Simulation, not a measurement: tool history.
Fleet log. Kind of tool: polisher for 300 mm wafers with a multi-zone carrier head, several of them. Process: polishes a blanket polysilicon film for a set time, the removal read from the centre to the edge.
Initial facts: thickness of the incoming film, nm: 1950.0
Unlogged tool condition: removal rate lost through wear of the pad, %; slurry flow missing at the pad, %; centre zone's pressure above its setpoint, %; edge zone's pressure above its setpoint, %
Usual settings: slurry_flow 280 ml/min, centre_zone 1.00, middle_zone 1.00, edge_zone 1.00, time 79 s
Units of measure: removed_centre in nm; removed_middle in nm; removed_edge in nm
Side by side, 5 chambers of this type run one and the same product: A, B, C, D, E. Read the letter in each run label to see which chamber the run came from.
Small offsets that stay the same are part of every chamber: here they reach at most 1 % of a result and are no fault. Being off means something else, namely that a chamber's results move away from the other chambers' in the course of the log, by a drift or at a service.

run	day	slurry_flow	centre_zone	middle_zone	edge_zone	time	wafers polished on this pad	hours since the slurry nozzle was cleaned	hours since the centre zone pressure was calibrated	hours since the edge zone pressure was calibrated	removed_centre	removed_middle	removed_edge
1D	0.358	280	1.00	1.00	1.00	79	692	286.5	411.8	453.0	461.84	459.26	460.05
2A	0.629	280	1.00	1.00	1.00	79	173	393.9	319.6	259.9	464.09	459.12	451.15
3B	0.946	280	1.00	1.00	1.00	79	311	202.1	333.2	28.8	466.60	446.68	461.32
4C	1.250	280	1.00	1.00	1.00	79	602	102.4	40.6	222.1	440.23	459.30	457.91
5E	1.558	280	1.00	1.00	1.00	79	654	261.4	695.5	808.2	462.19	456.23	458.69
6B	1.825	280	0.95	1.00	1.00	79	528	223.2	354.3	49.9	436.91	459.59	460.59
# day 2.179: chamber E: worn pad replaced by a new one
7E	2.321	280	0.95	1.00	1.00	79	35	279.7	713.8	826.5	434.86	455.42	462.00
# day 2.508: chamber B: worn pad replaced by a new one
# day 2.575: chamber C: worn pad replaced by a new one
8A	2.646	280	0.95	1.00	1.00	79	671	442.3	368.0	308.3	428.41	459.42	456.84
9C	3.000	280	0.95	1.00	1.00	79	105	144.4	82.6	264.1	418.66	448.96	448.84
10D	3.579	280	0.95	1.00	1.00	79	1487	363.8	489.1	530.3	425.78	452.80	452.17
11E	3.862	280	1.00	1.00	1.06	70	415	316.7	750.8	863.5	411.20	408.26	422.93
12C	4.362	280	1.00	1.00	1.06	70	442	177.1	115.3	296.8	405.65	406.76	423.65
13A	4.892	280	1.00	1.00	1.06	70	1226	496.2	421.9	362.2	403.17	401.87	420.24
# day 5.183: chamber A: worn pad replaced by a new one
# day 5.188: chamber A: edge zone pressure recalibrated
# day 5.221: chamber B: worn pad replaced by a new one
# day 5.250: chamber E: worn pad replaced by a new one
14B	5.342	280	1.00	1.00	1.06	70	30	307.6	438.7	134.3	413.33	410.73	422.49
# day 5.450: chamber B: centre zone pressure recalibrated
15D	5.679	280	1.00	1.00	1.06	70	2005	414.2	539.5	580.7	407.21	396.74	401.46
# day 5.775: chamber C: worn pad replaced by a new one
16A	5.988	280	1.00	1.00	1.04	79	198	522.5	448.2	19.3	462.37	466.52	481.27
# day 6.150: chamber A: centre zone pressure recalibrated
17E	6.575	280	1.00	1.00	1.04	79	328	381.8	815.9	928.6	472.30	460.83	465.32
18C	6.850	280	1.00	1.00	1.04	79	265	236.8	175.0	356.5	446.65	450.72	472.66
19D	7.221	280	1.00	1.00	1.04	79	2386	451.2	576.5	617.7	439.01	434.46	439.96
20B	7.621	280	1.00	1.00	1.04	79	593	362.3	52.2	189.0	457.01	459.95	475.06
# day 7.767: chamber D: slurry nozzle cleaned
# day 7.833: chamber E: worn pad replaced by a new one
21E	8.208	280	1.00	1.00	1.00	79	93	421.0	855.1	967.8	467.25	454.99	452.36
22D	8.779	280	1.00	0.89	1.09	79	2771	24.3	613.9	655.1	427.16	388.48	454.63
# day 8.804: chamber B: worn pad replaced by a new one
# day 9.038: chamber C: worn pad replaced by a new one
23A	9.292	280	1.00	0.89	1.09	79	1014	601.8	75.5	98.6	461.44	409.94	489.55
# day 9.308: chamber A: worn pad replaced by a new one
# day 9.621: chamber E: centre zone pressure recalibrated
24B	9.654	280	1.00	0.89	1.09	79	210	411.1	101.0	237.8	455.52	407.20	481.34
# day 9.938: chamber E: edge zone pressure recalibrated
# day 10.050: chamber A: slurry nozzle cleaned
25C	10.250	280	1.00	0.89	1.09	79	300	318.4	256.6	438.1	445.24	411.04	477.90
# day 10.292: chamber E: slurry nozzle cleaned
26A	10.529	280	1.00	0.89	1.09	79	301	11.6	105.2	128.3	455.52	417.49	477.67
# day 10.729: chamber E: worn pad replaced by a new one
27C	10.942	280	1.00	1.00	1.00	79	471	335.0	273.2	454.7	441.17	451.24	459.52
28D	11.333	225	1.00	1.00	1.00	79	3401	85.6	675.2	716.4	412.48	411.03	417.91
# day 11.567: chamber B: worn pad replaced by a new one
29E	11.700	225	1.00	1.00	1.00	79	240	33.8	49.9	42.3	444.10	447.91	443.79
# day 12.275: chamber C: slurry nozzle cleaned
30B	12.300	225	1.00	1.00	1.00	79	181	474.6	164.5	301.3	450.16	434.83	449.24
# day 12.425: chamber C: worn pad replaced by a new one
31D	12.721	225	1.00	1.00	1.00	79	3744	118.9	708.5	749.7	401.17	402.44	414.52
32C	13.329	225	1.00	1.00	1.00	79	223	25.3	330.5	512.0	442.05	445.93	457.75
33B	13.612	250	1.00	1.00	1.00	79	505	506.1	196.0	332.8	454.76	447.71	461.82

What goes on in this fleet: one chamber off, a drifting gauge, or nothing beyond the chambers' own small offsets? Name the chamber and the cause, if any.

Chamber D drifts away from the others.
Cause: removal rate lost through wear of the pad, % = 9.34.

Which of the 4 candidates below, each the usual settings with something changed and its results left as question marks, puts chamber D back in line with what the other chambers give on the usual settings?
In line means no further than this from the other chambers' mean on the usual settings: removed_centre 23.00 nm; removed_middle 17.00 nm; removed_edge 19.00 nm
34D-1	14.058	280	1.00	1.00	1.00	76					?	?	?
34D-2	14.058	280	1.00	1.00	0.99	71					?	?	?
34D-3	14.058	280	1.00	1.00	1.01	87					?	?	?
34D-4	14.058	280	1.00	1.00	1.00	82					?	?	?

Mean of the other chambers on the usual settings: removed_centre 457.41 nm; removed_middle 456.01 nm; removed_edge 458.60 nm
run	removed_centre	removed_middle	removed_edge
34D-1	399.61	396.31	400.00
34D-2	373.32	370.24	371.69
34D-3	457.45	453.66	460.33
34D-4	431.16	427.60	431.58
34D-3 is the one that brings the chamber's results back in line with the other chambers.
